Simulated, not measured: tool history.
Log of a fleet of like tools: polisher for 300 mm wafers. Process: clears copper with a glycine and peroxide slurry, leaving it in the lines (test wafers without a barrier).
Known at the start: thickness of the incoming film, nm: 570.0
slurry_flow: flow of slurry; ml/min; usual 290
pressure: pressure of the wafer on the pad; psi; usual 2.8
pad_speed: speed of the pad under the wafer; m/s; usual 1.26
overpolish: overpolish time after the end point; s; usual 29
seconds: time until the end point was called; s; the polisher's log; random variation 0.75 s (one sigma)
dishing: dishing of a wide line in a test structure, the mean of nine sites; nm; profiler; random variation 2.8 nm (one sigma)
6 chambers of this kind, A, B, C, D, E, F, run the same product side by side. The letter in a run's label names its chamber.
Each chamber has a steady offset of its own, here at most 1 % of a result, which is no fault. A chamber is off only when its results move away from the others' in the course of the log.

| run | hour | slurry_flow | pressure | pad_speed | overpolish | wafers polished on this pad | hours since the slurry nozzle was cleaned | hours since the head pressure was calibrated | seconds | dishing |
|---|---|---|---|---|---|---|---|---|---|---|
| 1A | 3.7 | 290 | 2.8 | 1.26 | 29 | 729 | 43.2 | 135.6 | 73.648 | 114.21 |
| 2B | 6.2 | 290 | 2.8 | 1.26 | 29 | 479 | 465.9 | 481.1 | 75.265 | 113.2 |
|  | 8.7 | chamber E: slurry nozzle cleaned |
| 3D | 10.6 | 290 | 2.8 | 1.26 | 29 | 749 | 266.1 | 168.3 | 75.339 | 117.37 |
|  | 11.5 | chamber E: worn pad replaced by a new one |
| 4C | 14.8 | 290 | 2.8 | 1.26 | 29 | 734 | 92.5 | 312.7 | 73.241 | 115.12 |
|  | 15.1 | chamber A: worn pad replaced by a new one |
| 5F | 18.7 | 290 | 2.8 | 1.26 | 29 | 964 | 159 | 63.9 | 74.209 | 109.39 |
| 6E | 22.7 | 290 | 2.8 | 1 | 22 | 89 | 14 | 724.5 | 88.522 | 85.431 |
| 7B | 25.2 | 290 | 2.8 | 1 | 22 | 631 | 484.9 | 500.1 | 91.343 | 79.457 |
| 8C | 29.4 | 290 | 2.8 | 1 | 22 | 850 | 107.1 | 327.3 | 90.348 | 83.801 |
| 9D | 33.8 | 290 | 2.8 | 1 | 22 | 934 | 289.3 | 191.5 | 89.43 | 84.142 |
| 10F | 37.5 | 290 | 2.8 | 1 | 22 | 1114 | 177.8 | 82.7 | 91.779 | 80.667 |
| 11E | 40.6 | 290 | 2.8 | 1 | 22 | 232 | 31.9 | 742.4 | 89.361 | 86.58 |
| 12A | 45.1 | 335 | 2.8 | 1.64 | 29 | 240 | 84.6 | 177 | 58.659 | 123.45 |
| 13C | 50.2 | 335 | 2.8 | 1.64 | 29 | 1016 | 127.9 | 348.1 | 58.088 | 123.17 |
| 14F | 53.2 | 335 | 2.8 | 1.64 | 29 | 1240 | 193.5 | 98.4 | 60.161 | 127.63 |
|  | 57.4 | chamber E: head pressure recalibrated |
| 15B | 58.4 | 335 | 2.8 | 1.64 | 29 | 896 | 518.1 | 533.3 | 58.718 | 126.4 |
| 16E | 62.7 | 335 | 2.8 | 1.64 | 29 | 409 | 54 | 5.4 | 58.361 | 126.02 |
| 17A | 67.8 | 335 | 2.8 | 1.64 | 29 | 421 | 107.3 | 199.7 | 58.799 | 127.87 |
| 18D | 70.4 | 290 | 2.4 | 1.26 | 29 | 1226 | 325.9 | 228.1 | 85.775 | 103.44 |
|  | 71.1 | chamber D: slurry nozzle cleaned |
| 19D | 75.4 | 290 | 2.4 | 1.26 | 29 | 1266 | 4.3 | 233.1 | 84.802 | 99.621 |
| 20E | 80 | 290 | 2.4 | 1.26 | 29 | 547 | 71.3 | 22.7 | 84.108 | 101.51 |
|  | 83.8 | chamber B: worn pad replaced by a new one |
| 21A | 84.9 | 290 | 2.4 | 1.26 | 29 | 557 | 124.4 | 216.8 | 85.811 | 97.813 |
| 22C | 88.1 | 290 | 2.4 | 1.26 | 29 | 1319 | 165.8 | 386 | 83.981 | 104.54 |
| 23F | 92.8 | 290 | 2.4 | 1.26 | 29 | 1556 | 233.1 | 138 | 91.797 | 100.06 |
| 24B | 95.9 | 290 | 2.8 | 1.26 | 29 | 96 | 555.6 | 570.8 | 75.59 | 108.61 |
| 25A | 99 | 290 | 2.8 | 1.26 | 29 | 670 | 138.5 | 230.9 | 75.423 | 107.78 |
| 26C | 102.2 | 290 | 2.8 | 1.26 | 29 | 1431 | 179.9 | 400.1 | 74.296 | 112.19 |
|  | 104.5 | chamber C: head pressure recalibrated |
| 27E | 105.5 | 290 | 2.8 | 1.26 | 29 | 750 | 96.8 | 48.2 | 74.512 | 118.28 |
| 28B | 108 | 290 | 2.8 | 1.26 | 29 | 193 | 567.7 | 582.9 | 74.557 | 112.11 |
|  | 110.1 | chamber D: worn pad replaced by a new one |
| 29D | 110.6 | 290 | 2.8 | 1.26 | 29 | 4 | 39.5 | 268.3 | 74.452 | 115.38 |
|  | 111.5 | chamber A: worn pad replaced by a new one |
| 30F | 113.6 | 290 | 2.8 | 1.46 | 18 | 1722 | 253.9 | 158.8 | 73.636 | 83.961 |
|  | 115.1 | chamber C: worn pad replaced by a new one |
| 31C | 117.4 | 290 | 2.8 | 1.46 | 18 | 19 | 195.1 | 12.9 | 64.596 | 90.768 |
|  | 118.6 | chamber D: head pressure recalibrated |
| 32F | 121.5 | 290 | 2.8 | 1.46 | 18 | 1785 | 261.8 | 166.7 | 74.531 | 82.759 |
| 33A | 125.2 | 290 | 2.8 | 1.46 | 18 | 109 | 164.7 | 257.1 | 65.294 | 93.191 |
| 34D | 129 | 290 | 2.8 | 1.46 | 18 | 151 | 57.9 | 10.4 | 65.331 | 84.491 |
| 35E | 131.6 | 290 | 2.8 | 1.46 | 18 | 959 | 122.9 | 74.3 | 65.168 | 94.373 |
| 36B | 134.5 | 290 | 2.8 | 1.26 | 29 | 404 | 594.2 | 609.4 | 74.355 | 112.4 |

What goes on in this fleet: one chamber off, a drifting gauge, or nothing beyond the chambers' own small offsets? Name the chamber and the cause, if any.

Chamber F drifts away from the others.
Cause: removal rate lost through wear of the pad, % = 12.4.
The log may not tell that from: head's pressure below its setpoint, %.

Here are 4 candidates for chamber F's next run, each the usual settings with a change, their results left as question marks. Which one brings its results back in line with what the others give on the usual settings?
In line means no further than this from the other chambers' mean on the usual settings: seconds 2.6 s; dishing 9.6 nm
| 37F-1 | 138.2 | 290 | 2.7 | 1.22 | 29 |  |  |  | ? | ? |
| 37F-2 | 138.2 | 290 | 2.9 | 1.3 | 29 |  |  |  | ? | ? |
| 37F-3 | 138.2 | 290 | 3 | 1.36 | 29 |  |  |  | ? | ? |
| 37F-4 | 138.2 | 290 | 2.6 | 1.16 | 29 |  |  |  | ? | ? |

The other chambers' mean on the usual settings: seconds 74.462 s; dishing 112.18 nm
| run | seconds | dishing |
|---|---|---|
| 37F-1 | 90.577 | 100.97 |
| 37F-2 | 80.836 | 108.7 |
| 37F-3 | 75.549 | 113.27 |
| 37F-4 | 97.44 | 96.248 |
37F-3 brings the chamber back in line.
